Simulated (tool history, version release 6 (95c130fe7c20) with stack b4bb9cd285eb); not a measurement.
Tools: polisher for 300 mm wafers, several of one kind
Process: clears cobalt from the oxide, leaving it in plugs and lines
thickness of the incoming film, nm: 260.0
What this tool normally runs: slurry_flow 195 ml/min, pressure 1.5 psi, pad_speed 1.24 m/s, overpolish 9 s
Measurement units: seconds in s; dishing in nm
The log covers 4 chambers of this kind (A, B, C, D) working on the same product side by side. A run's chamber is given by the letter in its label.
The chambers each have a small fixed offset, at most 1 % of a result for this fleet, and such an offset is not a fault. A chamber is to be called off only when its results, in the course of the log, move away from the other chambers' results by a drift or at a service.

run   hour  slurry_flow  pressure  pad_speed  overpolish  wafers polished on this pad  hours since the slurry nozzle was cleaned  hours since the head pressure was calibrated  seconds  dishing
       8.5  -- chamber A: worn pad replaced by a new one
 1C    9.8          195       1.5       1.24           9                          273                                        122                                         107.1    50.64   33.817
      17.9  -- chamber D: worn pad replaced by a new one
 2A   18.8          195       1.5       1.24           9                          120                                      281.4                                         395.5   49.655   32.523
 3B   27.1          195       1.5       1.24           9                          603                                      302.2                                         287.9   50.241   33.771
 4D   34.3          195       1.5       1.24           9                          192                                      218.8                                           179   49.314   33.715
 5A     44          195       1.5       1.24           9                          414                                      306.6                                         420.7   50.289   33.916
 6B   49.4          195       1.5       1.24           9                          863                                      324.5                                         310.2   48.552   34.747
      55.3  -- chamber A: worn pad replaced by a new one
 7C   56.7          195       1.5       1.24           9                          820                                      168.9                                           154   49.128   33.641
 8D   62.9          125       1.5       1.24           9                          525                                      247.4                                         207.6   53.541   32.408
      63.8  -- chamber B: head pressure recalibrated
      67.1  -- chamber D: slurry nozzle cleaned
      67.6  -- chamber B: worn pad replaced by a new one
 9D   69.6          125       1.5       1.24           9                          603                                        2.6                                         214.3   53.711   32.043
        70  -- chamber D: worn pad replaced by a new one
10C     77          125       1.5       1.24           9                         1057                                      189.2                                         174.3   52.703   31.481
11B   84.9          125       1.5       1.24           9                          202                                        360                                          21.2   54.013   31.547
      89.8  -- chamber C: worn pad replaced by a new one
12A   91.1          195       1.5       1.24           9                          417                                      353.7                                         467.8   50.058   33.197
13A   99.8          195       1.5       1.24           9                          518                                      362.4                                         476.5   50.666   34.372
     101.7  -- chamber A: worn pad replaced by a new one
14C  107.7          195       1.5       1.24           9                          208                                      219.9                                           205   50.016    34.45
15B  113.3          225       1.8       1.24           9                          533                                      388.4                                          49.6   40.412   38.367
16D  120.3          225       1.8       1.24           9                          586                                       53.3                                           265   41.081   39.177
17A  124.7          225       1.8       1.24           9                          268                                      387.3                                         501.4   41.239   38.389
     133.1  -- chamber D: worn pad replaced by a new one
18D  133.4          225       1.8       1.24           9                            4                                       66.4                                         278.1   41.114   37.742
19B    143          195       1.5       1.24           9                          879                                      418.1                                          79.3   48.154   33.461
20C  152.5          195       1.5       1.24           9                          731                                      264.7                                         249.8   49.639   34.846
     158.6  -- chamber B: worn pad replaced by a new one
21D  161.3          195       1.5       1.24           9                          329                                       94.3                                           306   49.478    33.67
     162.2  -- chamber A: worn pad replaced by a new one
22C  170.2          195       1.5       1.24           9                          937                                      282.4                                         267.5   50.294   32.493
     175.6  -- chamber C: worn pad replaced by a new one
23A  176.2          195       1.5       1.24           9                          163                                      438.8                                         552.9   50.558   32.616
     182.2  -- chamber D: worn pad replaced by a new one
24B    186          125       1.5       1.24           9                          320                                      461.1                                         122.3   53.215   32.262
25B  195.5          125       1.5       1.24           9                          430                                      470.6                                         131.8   54.002   32.395
26C  203.8          125       1.5       1.24           9                          329                                        316                                         301.1   54.731   31.534
27D  208.7          125       1.5       1.24           9                          309                                      141.7                                         353.4   53.604   32.804
28A    213          195       1.5       0.82           6                          592                                      475.6                                         589.7   76.495   17.441
29C  217.8          195       1.5       0.82           6                          492                                        330                                         315.1   75.185   18.197
30B  224.2          195       1.5       0.82           6                          765                                      499.3                                         160.5   75.304   17.403

Read the log: is a single chamber off, either drifting away or since a service, is the gauge that measures every chamber drifting, or is nothing wrong beyond small per-chamber offsets? Name any odd chamber and what most likely caused it.

The fleet is healthy, with each chamber sitting at its usual small offset and no drift in the gauge.
